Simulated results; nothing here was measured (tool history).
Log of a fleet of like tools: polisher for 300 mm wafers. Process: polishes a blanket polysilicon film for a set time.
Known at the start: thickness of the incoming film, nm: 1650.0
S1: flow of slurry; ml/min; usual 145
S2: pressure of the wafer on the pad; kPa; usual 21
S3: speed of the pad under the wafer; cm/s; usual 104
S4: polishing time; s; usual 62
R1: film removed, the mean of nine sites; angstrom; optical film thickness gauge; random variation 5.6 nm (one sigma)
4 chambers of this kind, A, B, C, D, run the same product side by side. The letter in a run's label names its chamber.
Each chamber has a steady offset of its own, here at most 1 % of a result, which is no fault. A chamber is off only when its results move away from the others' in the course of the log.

{"run": "1A", "hour": 6.7, "S1": 145, "S2": 21, "S3": 104, "S4": 62, "R1": 5576.1}
{"run": "2C", "hour": 10.9, "S1": 145, "S2": 21, "S3": 104, "S4": 62, "R1": 5640.3}
{"run": "3D", "hour": 17.1, "S1": 145, "S2": 21, "S3": 104, "S4": 62, "R1": 5649.7}
{"run": "4B", "hour": 21.4, "S1": 145, "S2": 21, "S3": 104, "S4": 62, "R1": 5580.0}
{"run": "5B", "hour": 27.5, "S1": 145, "S2": 21, "S3": 104, "S4": 62, "R1": 5532.6}
{"hour": 32.4, "done": "chamber C: worn pad replaced by a new one"}
{"run": "6D", "hour": 34.6, "S1": 145, "S2": 21, "S3": 104, "S4": 62, "R1": 5534.4}
{"run": "7A", "hour": 41.7, "S1": 145, "S2": 21, "S3": 104, "S4": 62, "R1": 5530.3}
{"run": "8C", "hour": 48.8, "S1": 145, "S2": 21, "S3": 104, "S4": 62, "R1": 5570.0}
{"run": "9D", "hour": 53.4, "S1": 145, "S2": 21, "S3": 104, "S4": 62, "R1": 5573.6}
{"run": "10A", "hour": 57.7, "S1": 145, "S2": 21, "S3": 104, "S4": 62, "R1": 5595.1}
{"run": "11B", "hour": 63.6, "S1": 145, "S2": 21, "S3": 104, "S4": 62, "R1": 5466.5}
{"hour": 65.6, "done": "chamber A: worn pad replaced by a new one"}
{"run": "12C", "hour": 69.0, "S1": 145, "S2": 21, "S3": 104, "S4": 62, "R1": 5511.6}
{"hour": 73.8, "done": "chamber A: slurry nozzle cleaned"}
{"run": "13D", "hour": 76.2, "S1": 145, "S2": 21, "S3": 104, "S4": 62, "R1": 5502.0}
{"hour": 82.2, "done": "chamber D: worn pad replaced by a new one"}
{"run": "14A", "hour": 83.0, "S1": 145, "S2": 21, "S3": 104, "S4": 62, "R1": 5532.8}
{"run": "15B", "hour": 88.7, "S1": 145, "S2": 21, "S3": 104, "S4": 62, "R1": 5621.6}
{"run": "16C", "hour": 94.6, "S1": 145, "S2": 21, "S3": 88, "S4": 62, "R1": 4681.1}
{"run": "17C", "hour": 101.2, "S1": 145, "S2": 21, "S3": 88, "S4": 62, "R1": 4645.0}
{"hour": 106.1, "done": "chamber B: worn pad replaced by a new one"}
{"hour": 107.5, "done": "chamber C: worn pad replaced by a new one"}
{"run": "18B", "hour": 108.3, "S1": 145, "S2": 21, "S3": 88, "S4": 62, "R1": 4772.8}
{"run": "19A", "hour": 114.8, "S1": 145, "S2": 21, "S3": 88, "S4": 62, "R1": 4709.5}
{"run": "20D", "hour": 123.5, "S1": 145, "S2": 21, "S3": 104, "S4": 62, "R1": 5545.9}
{"run": "21D", "hour": 128.2, "S1": 145, "S2": 21, "S3": 104, "S4": 62, "R1": 5560.5}
{"run": "22A", "hour": 132.6, "S1": 145, "S2": 21, "S3": 104, "S4": 62, "R1": 5604.0}
{"run": "23B", "hour": 140.3, "S1": 145, "S2": 21, "S3": 104, "S4": 62, "R1": 5584.7}
{"run": "24C", "hour": 147.1, "S1": 145, "S2": 21, "S3": 104, "S4": 62, "R1": 5395.0}
{"hour": 147.3, "done": "chamber D: head pressure recalibrated"}
{"run": "25B", "hour": 154.1, "S1": 145, "S2": 21, "S3": 104, "S4": 62, "R1": 5616.7}
{"run": "26C", "hour": 158.4, "S1": 160, "S2": 21, "S3": 122, "S4": 62, "R1": 6533.6}
{"run": "27A", "hour": 166.8, "S1": 160, "S2": 21, "S3": 122, "S4": 62, "R1": 6633.4}
{"run": "28D", "hour": 172.1, "S1": 160, "S2": 21, "S3": 122, "S4": 62, "R1": 6642.4}
{"hour": 172.2, "done": "chamber C: worn pad replaced by a new one"}
{"run": "29D", "hour": 176.9, "S1": 160, "S2": 21, "S3": 122, "S4": 62, "R1": 6738.3}
{"run": "30C", "hour": 184.4, "S1": 145, "S2": 21, "S3": 104, "S4": 62, "R1": 5327.9}
{"hour": 184.7, "done": "chamber D: worn pad replaced by a new one"}
{"hour": 188.8, "done": "chamber A: head pressure recalibrated"}
{"hour": 189.2, "done": "chamber B: head pressure recalibrated"}
{"hour": 190.1, "done": "chamber A: worn pad replaced by a new one"}
{"hour": 191.1, "done": "chamber C: head pressure recalibrated"}
{"run": "31A", "hour": 191.2, "S1": 145, "S2": 21, "S3": 104, "S4": 62, "R1": 5701.2}
{"run": "32B", "hour": 199.8, "S1": 145, "S2": 21, "S3": 104, "S4": 62, "R1": 5511.7}
{"run": "33B", "hour": 204.7, "S1": 145, "S2": 21, "S3": 104, "S4": 62, "R1": 5501.7}
{"run": "34D", "hour": 208.9, "S1": 145, "S2": 21, "S3": 104, "S4": 62, "R1": 5598.4}
{"run": "35A", "hour": 213.5, "S1": 145, "S2": 21, "S3": 104, "S4": 62, "R1": 5735.1}
{"run": "36C", "hour": 221.7, "S1": 145, "S2": 21, "S3": 104, "S4": 62, "R1": 5267.9}
{"run": "37B", "hour": 229.6, "S1": 145, "S2": 21, "S3": 104, "S4": 62, "R1": 5591.7}

All 4 chambers run these settings next. Forecast each chamber's results:
{"run": "38A", "hour": 236.0, "S1": 145, "S2": 21, "S3": 104, "S4": 62, "R1": "?"}
{"run": "38B", "hour": 236.0, "S1": 145, "S2": 21, "S3": 104, "S4": 62, "R1": "?"}
{"run": "38C", "hour": 236.0, "S1": 145, "S2": 21, "S3": 104, "S4": 62, "R1": "?"}
{"run": "38D", "hour": 236.0, "S1": 145, "S2": 21, "S3": 104, "S4": 62, "R1": "?"}

run=38A R1=5646.6
run=38B R1=5671.8
run=38C R1=5308.8
run=38D R1=5614.0

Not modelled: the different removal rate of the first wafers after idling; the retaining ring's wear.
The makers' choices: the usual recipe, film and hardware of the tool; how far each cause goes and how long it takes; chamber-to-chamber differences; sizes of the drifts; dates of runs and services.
